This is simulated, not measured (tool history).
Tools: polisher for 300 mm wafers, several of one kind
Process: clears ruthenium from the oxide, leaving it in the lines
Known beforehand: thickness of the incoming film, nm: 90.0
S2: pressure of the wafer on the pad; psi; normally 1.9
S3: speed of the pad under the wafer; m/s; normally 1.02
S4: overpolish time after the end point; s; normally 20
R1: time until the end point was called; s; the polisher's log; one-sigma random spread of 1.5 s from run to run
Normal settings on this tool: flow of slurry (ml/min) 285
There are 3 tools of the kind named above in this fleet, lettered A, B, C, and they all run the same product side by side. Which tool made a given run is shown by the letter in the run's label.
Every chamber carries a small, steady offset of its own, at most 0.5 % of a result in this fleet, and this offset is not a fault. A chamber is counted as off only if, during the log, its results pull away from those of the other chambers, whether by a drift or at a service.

run 1C day=0.246 | flow_of_slurry_(ml/min)=285 S2=1.9 S3=1.02 S4=20 | R1=91.997
run 2A day=0.404 | flow_of_slurry_(ml/min)=285 S2=1.9 S3=1.02 S4=20 | R1=92.040
run 3B day=0.538 | flow_of_slurry_(ml/min)=285 S2=1.9 S3=1.02 S4=20 | R1=92.869
run 4C day=0.729 | flow_of_slurry_(ml/min)=285 S2=1.9 S3=1.02 S4=20 | R1=94.100
run 5B day=0.933 | flow_of_slurry_(ml/min)=285 S2=1.9 S3=1.02 S4=20 | R1=91.561
run 6A day=1.071 | flow_of_slurry_(ml/min)=320 S2=1.9 S3=1.02 S4=10 | R1=92.542
-- day=1.142 chamber A: worn pad replaced by a new one
-- day=1.200 chamber C: worn pad replaced by a new one
run 7A day=1.317 | flow_of_slurry_(ml/min)=320 S2=1.9 S3=1.02 S4=10 | R1=92.360
run 8C day=1.479 | flow_of_slurry_(ml/min)=320 S2=1.9 S3=1.02 S4=10 | R1=94.679
run 9B day=1.725 | flow_of_slurry_(ml/min)=285 S2=1.9 S3=1.02 S4=20 | R1=92.814
run 10A day=1.933 | flow_of_slurry_(ml/min)=285 S2=1.9 S3=1.02 S4=20 | R1=91.144
run 11B day=2.054 | flow_of_slurry_(ml/min)=285 S2=1.9 S3=1.14 S4=20 | R1=84.565
-- day=2.125 chamber C: slurry nozzle cleaned
run 12C day=2.212 | flow_of_slurry_(ml/min)=285 S2=1.9 S3=1.14 S4=20 | R1=83.164
run 13A day=2.458 | flow_of_slurry_(ml/min)=285 S2=1.9 S3=1.14 S4=20 | R1=83.391
run 14C day=2.571 | flow_of_slurry_(ml/min)=285 S2=1.9 S3=1.02 S4=20 | R1=94.779
run 15B day=2.788 | flow_of_slurry_(ml/min)=285 S2=1.9 S3=1.02 S4=20 | R1=92.690
-- day=2.879 chamber B: worn pad replaced by a new one
run 16B day=2.992 | flow_of_slurry_(ml/min)=285 S2=1.9 S3=1.02 S4=20 | R1=91.926
run 17A day=3.238 | flow_of_slurry_(ml/min)=285 S2=1.9 S3=1.02 S4=20 | R1=91.787
-- day=3.392 chamber C: worn pad replaced by a new one
run 18C day=3.479 | flow_of_slurry_(ml/min)=285 S2=1.9 S3=1.02 S4=20 | R1=91.551
run 19C day=3.700 | flow_of_slurry_(ml/min)=245 S2=1.9 S3=1.26 S4=20 | R1=77.241
run 20A day=3.917 | flow_of_slurry_(ml/min)=245 S2=1.9 S3=1.26 S4=20 | R1=78.002
run 21B day=4.079 | flow_of_slurry_(ml/min)=245 S2=1.9 S3=1.26 S4=20 | R1=75.770
run 22C day=4.212 | flow_of_slurry_(ml/min)=285 S2=1.9 S3=1.02 S4=20 | R1=91.712
run 23B day=4.333 | flow_of_slurry_(ml/min)=285 S2=1.9 S3=1.02 S4=20 | R1=93.853
run 24A day=4.567 | flow_of_slurry_(ml/min)=285 S2=1.9 S3=1.02 S4=20 | R1=93.399
-- day=4.738 chamber A: worn pad replaced by a new one
run 25A day=4.812 | flow_of_slurry_(ml/min)=285 S2=1.9 S3=1.02 S4=20 | R1=96.056
run 26C day=5.046 | flow_of_slurry_(ml/min)=285 S2=1.9 S3=1.02 S4=20 | R1=92.841
run 27B day=5.175 | flow_of_slurry_(ml/min)=285 S2=1.9 S3=1.02 S4=20 | R1=94.676
run 28A day=5.408 | flow_of_slurry_(ml/min)=285 S2=1.9 S3=1.02 S4=20 | R1=93.043
-- day=5.504 chamber C: worn pad replaced by a new one
run 29C day=5.525 | flow_of_slurry_(ml/min)=285 S2=1.9 S3=1.02 S4=20 | R1=93.368
run 30B day=5.646 | flow_of_slurry_(ml/min)=375 S2=1.9 S3=1.02 S4=31 | R1=89.818
run 31C day=5.846 | flow_of_slurry_(ml/min)=375 S2=1.9 S3=1.02 S4=31 | R1=91.668
run 32B day=6.012 | flow_of_slurry_(ml/min)=375 S2=1.9 S3=1.02 S4=31 | R1=91.350
run 33A day=6.229 | flow_of_slurry_(ml/min)=285 S2=1.9 S3=1.02 S4=20 | R1=94.490
run 34C day=6.350 | flow_of_slurry_(ml/min)=285 S2=2.3 S3=1.02 S4=20 | R1=76.934
run 35A day=6.596 | flow_of_slurry_(ml/min)=285 S2=2.3 S3=1.02 S4=20 | R1=79.324
run 36B day=6.829 | flow_of_slurry_(ml/min)=285 S2=2.3 S3=1.02 S4=20 | R1=78.574
-- day=6.888 chamber B: worn pad replaced by a new one
run 37C day=7.050 | flow_of_slurry_(ml/min)=285 S2=1.9 S3=1.02 S4=20 | R1=91.524
run 38B day=7.162 | flow_of_slurry_(ml/min)=285 S2=1.9 S3=1.02 S4=20 | R1=96.395

Is one chamber off against the others, does the gauge drift, or is nothing wrong? If a chamber is off, say which, and what the likeliest cause is.

No chamber stands off beyond its own small offset, and the gauge holds steady.
